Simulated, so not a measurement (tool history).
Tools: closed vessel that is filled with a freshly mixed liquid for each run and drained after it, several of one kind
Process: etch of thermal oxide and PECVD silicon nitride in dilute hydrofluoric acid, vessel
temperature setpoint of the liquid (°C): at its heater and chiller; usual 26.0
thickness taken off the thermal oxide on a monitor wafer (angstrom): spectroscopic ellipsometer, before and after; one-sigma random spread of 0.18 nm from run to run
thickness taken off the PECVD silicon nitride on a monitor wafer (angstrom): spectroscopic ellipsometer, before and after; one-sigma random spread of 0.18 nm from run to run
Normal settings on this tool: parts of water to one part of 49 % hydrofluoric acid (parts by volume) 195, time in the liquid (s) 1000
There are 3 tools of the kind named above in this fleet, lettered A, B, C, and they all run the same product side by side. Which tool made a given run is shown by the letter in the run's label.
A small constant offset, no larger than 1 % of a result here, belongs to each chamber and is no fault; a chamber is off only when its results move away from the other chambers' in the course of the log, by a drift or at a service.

| run | day | temperature setpoint of the liquid (°C) | parts of water to one part of 49 % hydrofluoric acid (parts by volume) | time in the liquid (s) | hours since the thermometer was replaced | hours since the hydrofluoric acid flow meter was replaced | read-back film thickness of the thermal oxide reference wafer, read on the same gauge (nm) | read-back film thickness of the PECVD silicon nitride reference wafer, read on the same gauge (nm) | thickness taken off the thermal oxide on a monitor wafer (angstrom) | thickness taken off the PECVD silicon nitride on a monitor wafer (angstrom) |
|---|---|---|---|---|---|---|---|---|---|---|
| 1B | 0.438 | 26.0 | 195 | 1000 | 546.8 | 82.9 | 50.003 | 130.00 | 229.97 | 268.18 |
| 2A | 0.812 | 26.0 | 195 | 1000 | 1645.3 | 1009.6 | 50.024 | 130.00 | 232.26 | 267.02 |
| 3C | 1.129 | 26.0 | 195 | 1000 | 375.6 | 619.6 | 49.995 | 130.02 | 232.31 | 267.12 |
| 4C | 1.333 | 26.0 | 195 | 1000 | 380.5 | 624.5 | 49.978 | 130.00 | 232.61 | 267.63 |
| 5B | 1.738 | 26.0 | 195 | 1000 | 578.0 | 114.1 | 50.015 | 130.00 | 228.94 | 266.58 |
| 6A | 2.171 | 26.0 | 195 | 1000 | 1677.9 | 1042.2 | 49.969 | 130.00 | 232.35 | 263.47 |
| 7B | 2.433 | 26.0 | 195 | 1000 | 594.7 | 130.8 | 50.006 | 130.01 | 229.48 | 266.09 |
| 8C | 2.654 | 26.0 | 105 | 1315 | 412.2 | 656.2 | 50.006 | 130.01 | 626.25 | 644.32 |
| 9A | 3.008 | 26.0 | 105 | 1315 | 1698.0 | 1062.3 | 50.002 | 130.00 | 645.37 | 657.00 |
| 10C | 3.279 | 26.0 | 105 | 1315 | 427.2 | 671.2 | 50.017 | 130.01 | 631.51 | 654.48 |
| 11A | 3.583 | 26.0 | 195 | 1000 | 1711.8 | 1076.1 | 49.961 | 129.97 | 231.70 | 265.41 |
| 12B | 3.983 | 26.0 | 195 | 1000 | 631.9 | 168.0 | 50.017 | 130.00 | 232.12 | 268.32 |
| 13B | 4.171 | 26.0 | 195 | 1000 | 636.4 | 172.5 | 49.991 | 130.02 | 229.47 | 266.34 |
| 14C | 4.479 | 26.0 | 195 | 1000 | 456.0 | 700.0 | 49.997 | 130.01 | 236.82 | 274.43 |
| 15A | 4.767 | 26.0 | 195 | 1000 | 1740.2 | 1104.5 | 50.016 | 130.00 | 237.32 | 268.77 |
| 16C | 5.171 | 24.5 | 135 | 1000 | 472.6 | 716.6 | 49.977 | 130.00 | 353.18 | 358.83 |
| 17B | 5.446 | 24.5 | 135 | 1000 | 667.0 | 203.1 | 49.991 | 130.01 | 339.35 | 353.27 |
| 18A | 5.654 | 24.5 | 135 | 1000 | 1761.5 | 1125.8 | 50.008 | 130.00 | 338.33 | 350.00 |
| 19B | 6.021 | 26.0 | 195 | 1000 | 680.8 | 216.9 | 50.013 | 130.03 | 229.36 | 269.21 |
| 20C | 6.404 | 26.0 | 195 | 1000 | 502.2 | 746.2 | 49.986 | 130.02 | 244.86 | 278.94 |
| 21A | 6.667 | 26.0 | 195 | 1000 | 1785.8 | 1150.1 | 50.010 | 129.99 | 229.31 | 267.42 |
| 22B | 7.092 | 26.0 | 195 | 1000 | 706.5 | 242.6 | 50.004 | 130.01 | 233.13 | 263.94 |
| 23C | 7.442 | 26.0 | 195 | 1000 | 527.1 | 771.1 | 49.995 | 130.02 | 248.43 | 278.25 |
| 24A | 7.646 | 26.0 | 195 | 1000 | 1809.3 | 1173.6 | 49.986 | 129.96 | 232.62 | 265.78 |
| 25B | 7.962 | 26.0 | 195 | 1000 | 727.4 | 263.5 | 50.048 | 130.00 | 229.14 | 267.93 |
| 26C | 8.375 | 26.0 | 195 | 1000 | 549.5 | 793.5 | 50.003 | 130.00 | 254.73 | 287.05 |
| 27A | 8.725 | 26.0 | 195 | 1000 | 1835.2 | 1199.5 | 50.001 | 129.99 | 232.31 | 268.10 |
| 28B | 8.938 | 26.0 | 195 | 1000 | 750.8 | 286.9 | 50.006 | 130.03 | 231.97 | 269.16 |
| 29A | 9.229 | 26.0 | 195 | 1000 | 1847.3 | 1211.6 | 50.010 | 129.98 | 232.87 | 265.18 |

What goes on in this fleet: one chamber off, a drifting gauge, or nothing beyond the chambers' own small offsets? Name the chamber and the cause, if any.

It is chamber C that slowly wanders off from its peers.
Most likely cause: hydrofluoric acid flow above the setpoint (%) = 8.37.

Here are 4 candidates for chamber C's next run, each the usual settings with a change, their results left as question marks. Which one brings its results back in line with what the others give on the usual settings?
In-line tolerance around the mean of the other chambers on the usual settings: thickness taken off the thermal oxide on a monitor wafer (angstrom) 6.40; thickness taken off the PECVD silicon nitride on a monitor wafer (angstrom) 6.20
| 30C-1 | 9.542 | 26.5 | 220 | 920 |  |  |  |  | ? | ? |
| 30C-2 | 9.542 | 26.0 | 205 | 965 |  |  |  |  | ? | ? |
| 30C-3 | 9.542 | 25.5 | 170 | 1080 |  |  |  |  | ? | ? |
| 30C-4 | 9.542 | 26.0 | 185 | 1035 |  |  |  |  | ? | ? |

What the other chambers average on the usual settings: thickness taken off the thermal oxide on a monitor wafer (angstrom) 231.91; thickness taken off the PECVD silicon nitride on a monitor wafer (angstrom) 266.32
| run | thickness taken off the thermal oxide on a monitor wafer (angstrom) | thickness taken off the PECVD silicon nitride on a monitor wafer (angstrom) |
|---|---|---|
| 30C-1 | 206.42 | 243.02 |
| 30C-2 | 231.75 | 265.17 |
| 30C-3 | 318.58 | 346.62 |
| 30C-4 | 281.23 | 315.01 |
The right change is 30C-2: it brings the chamber back within the allowed miss of the others.
